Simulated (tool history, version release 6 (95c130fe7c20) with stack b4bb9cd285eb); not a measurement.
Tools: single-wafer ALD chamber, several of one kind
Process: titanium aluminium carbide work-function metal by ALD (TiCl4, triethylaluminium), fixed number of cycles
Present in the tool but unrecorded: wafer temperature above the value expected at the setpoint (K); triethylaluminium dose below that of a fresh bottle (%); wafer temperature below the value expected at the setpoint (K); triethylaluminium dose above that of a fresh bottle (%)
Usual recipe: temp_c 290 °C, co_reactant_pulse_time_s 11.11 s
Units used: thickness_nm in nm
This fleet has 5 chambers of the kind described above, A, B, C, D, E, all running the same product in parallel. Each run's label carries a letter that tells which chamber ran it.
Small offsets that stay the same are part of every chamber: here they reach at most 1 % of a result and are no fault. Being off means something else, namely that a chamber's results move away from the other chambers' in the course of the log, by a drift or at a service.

| run | hour | temp_c | co_reactant_pulse_time_s | hours since the last thermocouple change | hours since the last triethylaluminium bottle change | read-back reference wafer on the same gauge, thickness_nm | thickness_nm |
|---|---|---|---|---|---|---|---|
| 1C | 6.8 | 290 | 11.11 | 802.1 | 333.8 | 1.8003 | 1.9459 |
| 2B | 13 | 290 | 11.11 | 544 | 159.8 | 1.8002 | 1.928 |
| 3D | 19.2 | 290 | 11.11 | 1582 | 271.4 | 1.8004 | 1.9316 |
| 4E | 29.3 | 290 | 11.11 | 1406.8 | 470.1 | 1.8012 | 1.9398 |
| 5A | 35.6 | 290 | 11.11 | 874.5 | 695.3 | 1.8007 | 1.9396 |
| 6C | 44.4 | 290 | 11.11 | 839.7 | 371.4 | 1.8017 | 1.9445 |
| 7A | 51.4 | 290 | 11.11 | 890.3 | 711.1 | 1.8013 | 1.9352 |
| 8B | 59 | 290 | 11.11 | 590 | 205.8 | 1.8018 | 1.931 |
| 9D | 67.3 | 290 | 11.11 | 1630.1 | 319.5 | 1.8019 | 1.9312 |
| 10E | 74 | 290 | 11.11 | 1451.5 | 514.8 | 1.8024 | 1.9436 |
| 11E | 79.8 | 290 | 11.11 | 1457.3 | 520.6 | 1.8029 | 1.9425 |
|  | 88.3 | chamber E: thermocouple changed; heater temperature recalibrated |
| 12B | 88.7 | 290 | 11.11 | 619.7 | 235.5 | 1.8022 | 1.931 |
| 13A | 95.4 | 290 | 11.11 | 934.3 | 755.1 | 1.8027 | 1.9426 |
| 14D | 104 | 300 | 14.6 | 1666.8 | 356.2 | 1.8034 | 2.0508 |
| 15C | 112.8 | 300 | 14.6 | 908.1 | 439.8 | 1.8031 | 2.0674 |
| 16C | 119 | 300 | 14.6 | 914.3 | 446 | 1.8027 | 2.0737 |
| 17D | 127.8 | 300 | 14.6 | 1690.6 | 380 | 1.8035 | 2.0525 |
| 18A | 136.7 | 300 | 14.6 | 975.6 | 796.4 | 1.804 | 2.0594 |
| 19E | 143.6 | 290 | 11.11 | 55.4 | 584.4 | 1.804 | 1.9398 |
| 20B | 151.8 | 290 | 11.11 | 682.8 | 298.6 | 1.8043 | 1.9336 |
| 21E | 161.6 | 290 | 11.11 | 73.4 | 602.4 | 1.8048 | 1.9438 |
| 22D | 167.2 | 290 | 11.11 | 1730 | 419.4 | 1.8049 | 1.9332 |
| 23C | 173.7 | 290 | 11.11 | 969 | 500.7 | 1.805 | 1.9492 |
| 24A | 180.1 | 285 | 8.34 | 1019 | 839.8 | 1.8049 | 1.828 |
| 25B | 189.7 | 285 | 8.34 | 720.7 | 336.5 | 1.8052 | 1.8235 |
| 26D | 197.6 | 285 | 8.34 | 1760.4 | 449.8 | 1.8061 | 1.8259 |
| 27A | 208.1 | 285 | 8.34 | 1047 | 867.8 | 1.806 | 1.8313 |
| 28B | 217.7 | 285 | 8.34 | 748.7 | 364.5 | 1.8059 | 1.824 |
| 29C | 222.4 | 290 | 11.11 | 1017.7 | 549.4 | 1.8059 | 1.9532 |
| 30E | 231.6 | 290 | 11.11 | 143.4 | 672.4 | 1.8065 | 1.949 |
| 31D | 236.4 | 290 | 11.11 | 1799.2 | 488.6 | 1.8068 | 1.9333 |
| 32C | 242.2 | 290 | 11.11 | 1037.5 | 569.2 | 1.8066 | 1.9552 |
| 33E | 250.6 | 290 | 11.11 | 162.4 | 691.4 | 1.8071 | 1.9486 |
| 34A | 255.9 | 290 | 11.11 | 1094.8 | 915.6 | 1.8071 | 1.9448 |
| 35B | 266.3 | 290 | 11.11 | 797.3 | 413.1 | 1.8069 | 1.9377 |
| 36D | 273.9 | 290 | 11.11 | 1836.7 | 526.1 | 1.8076 | 1.9394 |
| 37B | 279.4 | 290 | 11.11 | 810.4 | 426.2 | 1.8079 | 1.9377 |

Is one chamber out of step, is the gauge drifting, or do the chambers differ by no more than their own small offsets? For an off chamber, give its letter and the likeliest cause.

No chamber is off; the gauge reading every chamber's wafers drifts, which makes the whole fleet appear to move together.
Cause: gauge reads high (%) = 0.446.
